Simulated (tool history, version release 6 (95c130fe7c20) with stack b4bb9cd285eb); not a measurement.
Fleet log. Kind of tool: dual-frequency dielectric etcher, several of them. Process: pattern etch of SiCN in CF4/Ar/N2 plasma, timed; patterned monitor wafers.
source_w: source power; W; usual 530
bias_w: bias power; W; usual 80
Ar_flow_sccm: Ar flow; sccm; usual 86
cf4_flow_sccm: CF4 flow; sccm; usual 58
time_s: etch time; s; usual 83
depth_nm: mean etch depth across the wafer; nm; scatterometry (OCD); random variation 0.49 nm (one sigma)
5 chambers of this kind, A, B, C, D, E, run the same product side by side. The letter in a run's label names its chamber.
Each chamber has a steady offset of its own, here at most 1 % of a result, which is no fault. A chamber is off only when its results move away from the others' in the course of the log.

run   hour  source_w  bias_w  Ar_flow_sccm  cf4_flow_sccm  time_s  read-back reference wafer on the same gauge, depth_nm  depth_nm
 1A    9.3       530      80            86             58      83                                                 68.784    84.778
 2E   17.1       530      80            86             58      83                                                 68.817    84.473
 3B   26.6       530      80            86             58      83                                                 68.789    84.439
 4D   32.4       530      80            86             58      83                                                 68.797    84.926
        36  -- chamber C: wet clean of the chamber
 5C   44.5       530      80            86             58      83                                                 68.882     85.82
 6A   56.1       530      80            86             58      83                                                 68.751    84.203
      57.8  -- chamber E: wet clean of the chamber
 7B   63.5       530      96            86             58    63.5                                                 68.848    69.761
 8E   69.4       530      96            86             58    63.5                                                 68.878    68.663
      72.4  -- chamber D: bias power generator calibrated
 9D   77.7       530      96            86             58    63.5                                                 68.917    69.098
10C   87.2       530      96            86             58    63.5                                                 68.868    70.138
      94.1  -- chamber A: source power generator calibrated
11A   99.8       530      96            86             58    63.5                                                 68.706    69.107
12C  108.9       530      80            86             58      83                                                 68.768    85.789
13D  121.4       530      80            86             58      83                                                  68.86    85.445
14E  127.4       530      80            86             58      83                                                  68.92    84.446
15B  137.2       530      80            86             58      83                                                 68.815    86.268
     138.5  -- chamber A: wet clean of the chamber
16D  143.5       530      80            86             58      83                                                 68.786    85.489
     147.6  -- chamber D: wet clean of the chamber
17E  152.4       530      80            86             58      83                                                 68.769    83.847
     156.7  -- chamber E: Ar flow controller replaced
18A  159.6       530      80            86             58      83                                                 68.824    85.055
19C  165.6       450      80            86             65      83                                                 68.874    75.527
20B    173       450      80            86             65      83                                                 68.758    75.981
21A  185.8       450      80            86             65      83                                                  68.76    74.033
22D  198.9       450      80            86             65      83                                                 68.917     74.78
23C  207.6       450      80            86             65      83                                                 68.841    75.651
24B  218.1       530      80            86             58      83                                                 68.891    86.881
     220.7  -- chamber B: bias power generator calibrated
25E  225.8       530      87            86             58    59.5                                                 68.813    62.971
26C  236.6       530      87            86             58    59.5                                                 68.832     63.59
27D    249       530      87            86             58    59.5                                                 68.724    63.263
28A  259.4       530      87            86             58    59.5                                                 68.795    62.817
29B  271.4       530      87            86             58    59.5                                                 68.798     64.94
30E  277.6       530      80            86             58      83                                                 68.784    84.664
31E  287.5       530      80            86             58      83                                                 68.846    84.744
32D  298.6       530      80            86             58      83                                                 68.769    85.215
33B  310.7       530      80            86             58      83                                                 68.781    88.032
34A    323       530      80            86             58      83                                                 68.774    84.353
35C  334.4       530      80            86             58      83                                                 68.826    85.737
     342.9  -- chamber E: bias power generator calibrated
36E  343.7       530      80            86             58      83                                                 68.795    85.306
37A  354.7       530      80            86             58      83                                                 68.805    84.563
38B  361.1       530      80            86             58      83                                                 68.795    87.638
39C  370.6       530      80            86             58      83                                                 68.728    86.205
40D    377       530      80            86             58      83                                                 68.837    85.652

The same settings go to every chamber for the next run, one line per chamber below. Forecast the results for each:
41A  386.4       530      80            86             52      83                                                                ?
41B  386.4       530      80            86             52      83                                                                ?
41C  386.4       530      80            86             52      83                                                                ?
41D  386.4       530      80            86             52      83                                                                ?
41E  386.4       530      80            86             52      83                                                                ?

run  depth_nm
41A     83.32
41B    86.768
41C    83.607
41D    82.739
41E    83.466
